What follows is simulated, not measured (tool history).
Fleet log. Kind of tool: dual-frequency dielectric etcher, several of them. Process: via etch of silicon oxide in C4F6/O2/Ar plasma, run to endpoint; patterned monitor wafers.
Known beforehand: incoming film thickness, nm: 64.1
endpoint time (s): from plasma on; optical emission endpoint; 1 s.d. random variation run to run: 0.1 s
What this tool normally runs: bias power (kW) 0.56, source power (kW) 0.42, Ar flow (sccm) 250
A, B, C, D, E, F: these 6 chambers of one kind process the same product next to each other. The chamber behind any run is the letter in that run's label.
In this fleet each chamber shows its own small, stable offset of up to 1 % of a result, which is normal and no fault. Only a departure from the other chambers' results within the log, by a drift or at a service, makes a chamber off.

run     day  bias power (kW)  source power (kW)  Ar flow (sccm)  hours since the last wet clean  hours since the last bias power generator calibration  hours since the last source power generator calibration  hours since the last Ar flow controller change  endpoint time (s)
 1E   0.642             0.56               0.42             250                            30.6                                                   2588                                                      436                                          2351.9             13.184
 2B   1.096             0.56               0.42             250                            34.7                                                  589.2                                                    673.9                                          2169.1             13.061
 3A   1.438             0.56               0.42             250                           230.2                                                 1699.1                                                   2784.4                                           455.9             13.007
      1.642  -- chamber A: source power generator calibrated
 4D   1.958             0.56               0.42             250                           404.6                                                  528.6                                                   1959.5                                          2036.5             12.992
      2.017  -- chamber D: wet clean of the chamber
 5F   2.412            0.622               0.42             250                             370                                                 1381.7                                                   1767.2                                           339.8             12.487
 6C   2.738            0.622               0.42             250                           198.7                                                 3718.6                                                   1287.3                                          2154.3             12.669
 7E     3.3            0.622               0.42             250                            94.4                                                 2651.8                                                    499.8                                          2415.7             12.411
 8F   3.783            0.622               0.42             250                           402.9                                                 1414.6                                                   1800.1                                           372.7             12.628
 9D   4.371            0.622               0.42             250                            56.5                                                  586.5                                                   2017.4                                          2094.4             12.708
10A   4.696            0.622               0.42             250                           308.4                                                 1777.3                                                     73.4                                           534.1             12.593
11C   5.267             0.56               0.42             250                           259.4                                                 3779.3                                                     1348                                            2215             13.088
12B    5.65             0.56               0.42             250                             144                                                  698.5                                                    783.2                                          2278.4             12.803
13D   5.946             0.56               0.42             250                            94.3                                                  624.3                                                   2055.2                                          2132.2              13.09
14F   6.229             0.56               0.42             250                           461.6                                                 1473.3                                                   1858.8                                           431.4              13.03
15C   6.567             0.56               0.42             250                           290.6                                                 3810.5                                                   1379.2                                          2246.2             13.167
      6.917  -- chamber C: bias power generator calibrated
16E   7.158             0.56               0.42             250                             187                                                 2744.4                                                    592.4                                          2508.3             13.213
17A   7.588             0.56               0.42             250                           377.8                                                 1846.7                                                    142.8                                           603.5             13.017
      7.688  -- chamber A: wet clean of the chamber
      7.812  -- chamber F: wet clean of the chamber
18B   7.988             0.56               0.42             250                           200.1                                                  754.6                                                    839.3                                          2334.5             12.982
19D   8.612             0.56               0.42             250                           158.3                                                  688.3                                                   2119.2                                          2196.2              13.23
20C   9.088            0.462               0.42             279                           351.1                                                   52.2                                                   1439.7                                          2306.7             14.398
21A   9.638            0.462               0.42             279                            46.9                                                 1895.9                                                      192                                           652.7              14.01
22B  10.258            0.462               0.42             279                           254.6                                                  809.1                                                    893.8                                            2389             13.986
23F  10.712            0.462               0.42             279                            69.6                                                 1580.9                                                   1966.4                                             539             14.172
24E  11.046            0.462               0.42             279                           280.3                                                 2837.7                                                    685.7                                          2601.6             14.156
25C  11.517            0.462               0.42             279                           409.4                                                  110.5                                                     1498                                            2365             14.675
26F  11.871             0.56               0.42             250                            97.4                                                 1608.7                                                   1994.2                                           566.8              13.09
27B  12.346             0.56               0.42             250                           304.7                                                  859.2                                                    943.9                                          2439.1             12.957
28E  12.783             0.56               0.42             250                             322                                                 2879.4                                                    727.4                                          2643.3             12.964
29D  13.408             0.56               0.42             250                           273.4                                                  803.4                                                   2234.3                                          2311.3             12.796
30A  13.983             0.56               0.42             250                           151.2                                                 2000.2                                                    296.3                                             757             13.044
31B  14.429            0.482               0.42             209                           354.7                                                  909.2                                                    993.9                                          2489.1             13.205
32C  14.775            0.482               0.42             209                           487.6                                                  188.7                                                   1576.2                                          2443.2             14.025
33E  15.238            0.482               0.42             209                           380.9                                                 2938.3                                                    786.3                                          2702.2              13.58
34F  15.817            0.482               0.42             209                           192.1                                                 1703.4                                                   2088.9                                           661.5             13.512
     16.271  -- chamber D: wet clean of the chamber
35D  16.438            0.482               0.42             209                               4                                                  876.1                                                     2307                                            2384             13.622
     16.629  -- chamber E: wet clean of the chamber
36A  17.042            0.482               0.42             209                           224.6                                                 2073.6                                                    369.7                                           830.4             13.516
37A  17.642             0.56               0.42             250                             239                                                   2088                                                    384.1                                           844.8             12.906
     17.862  -- chamber B: wet clean of the chamber
38E  18.096            0.682               0.45             250                            35.2                                                 3006.9                                                    854.9                                          2770.8             11.809
39D    18.5            0.682               0.45             250                            53.5                                                  925.6                                                   2356.5                                          2433.5             11.876
40B  19.038            0.682               0.45             250                            28.3                                                 1019.8                                                   1104.5                                          2599.7             11.606
41F  19.408            0.682               0.45             250                           278.3                                                 1789.6                                                   2175.1                                           747.7             11.726
42C  19.746            0.682               0.45             250                           606.9                                                    308                                                   1695.5                                          2562.5              12.31
43F  20.367            0.682               0.45             250                           301.3                                                 1812.6                                                   2198.1                                           770.7             11.723
44A  20.962            0.613               0.42             227                           318.7                                                 2167.7                                                    463.8                                           924.5             12.206

Each of the 6 chambers runs these same settings next. Fill in every chamber's results:
45A  21.433             0.56               0.42             250                                                                                                                                                                                                                  ?
45B  21.433             0.56               0.42             250                                                                                                                                                                                                                  ?
45C  21.433             0.56               0.42             250                                                                                                                                                                                                                  ?
45D  21.433             0.56               0.42             250                                                                                                                                                                                                                  ?
45E  21.433             0.56               0.42             250                                                                                                                                                                                                                  ?
45F  21.433             0.56               0.42             250                                                                                                                                                                                                                  ?

run  endpoint time (s)
45A             13.114
45B             12.873
45C              13.84
45D             13.161
45E              12.98
45F             13.042
